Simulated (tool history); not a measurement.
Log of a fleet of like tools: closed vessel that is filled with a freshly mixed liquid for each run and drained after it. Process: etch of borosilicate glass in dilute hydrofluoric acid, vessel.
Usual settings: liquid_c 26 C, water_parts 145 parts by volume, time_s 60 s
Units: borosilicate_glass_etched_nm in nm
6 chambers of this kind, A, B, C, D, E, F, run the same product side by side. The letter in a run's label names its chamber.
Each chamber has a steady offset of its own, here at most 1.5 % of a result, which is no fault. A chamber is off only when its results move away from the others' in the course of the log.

run	hour	liquid_c	water_parts	time_s	read-back film thickness of the borosilicate glass reference wafer, read on the same gauge (nm)	borosilicate_glass_etched_nm
1D	7.3	26	145	60	40.013	22.206
# hour 12.5: chamber D: hydrofluoric acid flow meter replaced
2F	15.3	26	145	60	39.982	22.178
3E	23.1	26	145	60	40.002	22.69
4C	30.1	26	145	60	40.005	22.385
5A	36.9	26	145	60	40.003	22.46
6B	41.6	26	145	60	39.978	22.216
7D	46.5	26	145	45	40.041	16.722
8C	55.3	26	145	45	39.989	16.649
9A	59.9	26	145	45	40.027	16.82
10E	67.7	26	145	45	39.998	17.101
11B	75.9	26	145	45	40.005	17.067
12F	80.2	26	145	45	40.002	16.811
13F	87.2	26	145	60	39.994	22.453
14E	94.4	26	145	60	40	22.892
15D	102	27.5	145	80	40.017	31.738
16B	109.7	27.5	145	80	40.001	32.039
17A	119.2	27.5	145	80	40.013	31.33
18C	125.5	27.5	145	80	40.018	31.009
19B	133.9	27.5	145	80	39.999	31.881
20E	142.1	27.5	145	80	39.974	32.419
21D	146.3	26	145	60	40.022	22.578
22A	153.4	26	145	60	39.977	22.106
23F	160.8	26	145	60	39.969	22.54
24C	169.5	26	145	60	40.002	22.24
25D	178.6	26	145	60	40.004	22.077
26F	186.1	26	145	60	39.98	22.32
27E	192.8	26	145	60	40	23.354
28C	202.3	26	145	60	40.015	22.25
29A	209.7	26	145	60	39.999	21.553
30B	215.7	26	145	60	39.997	22.96
# hour 218.4: chamber B: hydrofluoric acid flow meter replaced
31B	220.5	26	145	60	40.006	22.862
32E	225.5	26	145	60	40.017	22.976
33C	234.9	26	145	60	39.998	22.186
# hour 238.4: chamber E: hydrofluoric acid flow meter replaced
34F	240.2	26	145	60	39.998	22.184
35A	245.7	26	145	60	39.978	21.516
36D	255.1	26	145	60	39.979	22.124
37E	264.4	26	145	60	39.991	22.798

Is one chamber off against the others, does the gauge drift, or is nothing wrong? If a chamber is off, say which, and what the likeliest cause is.

Chamber A drifts away from the others.
Cause: hydrofluoric acid flow below the setpoint (%) = 3.91.
The log may not tell that from: liquid colder than its thermometer reads (K).

Here are 4 candidates for chamber A's next run, each the usual settings with a change, their results left as question marks. Which one brings its results back in line with what the others give on the usual settings?
In line means no further than this from the other chambers' mean on the usual settings: borosilicate_glass_etched_nm 0.7 nm
38A-1	271.3	26	160	60		?
38A-2	271.3	26	140	60		?
38A-3	271.3	26	150	60		?
38A-4	271.3	26.5	145	65		?

The other chambers' mean on the usual settings: borosilicate_glass_etched_nm 22.454 nm
run	borosilicate_glass_etched_nm
38A-1	19.121
38A-2	22.382
38A-3	20.64
38A-4	23.7
38A-2 brings the chamber back in line.
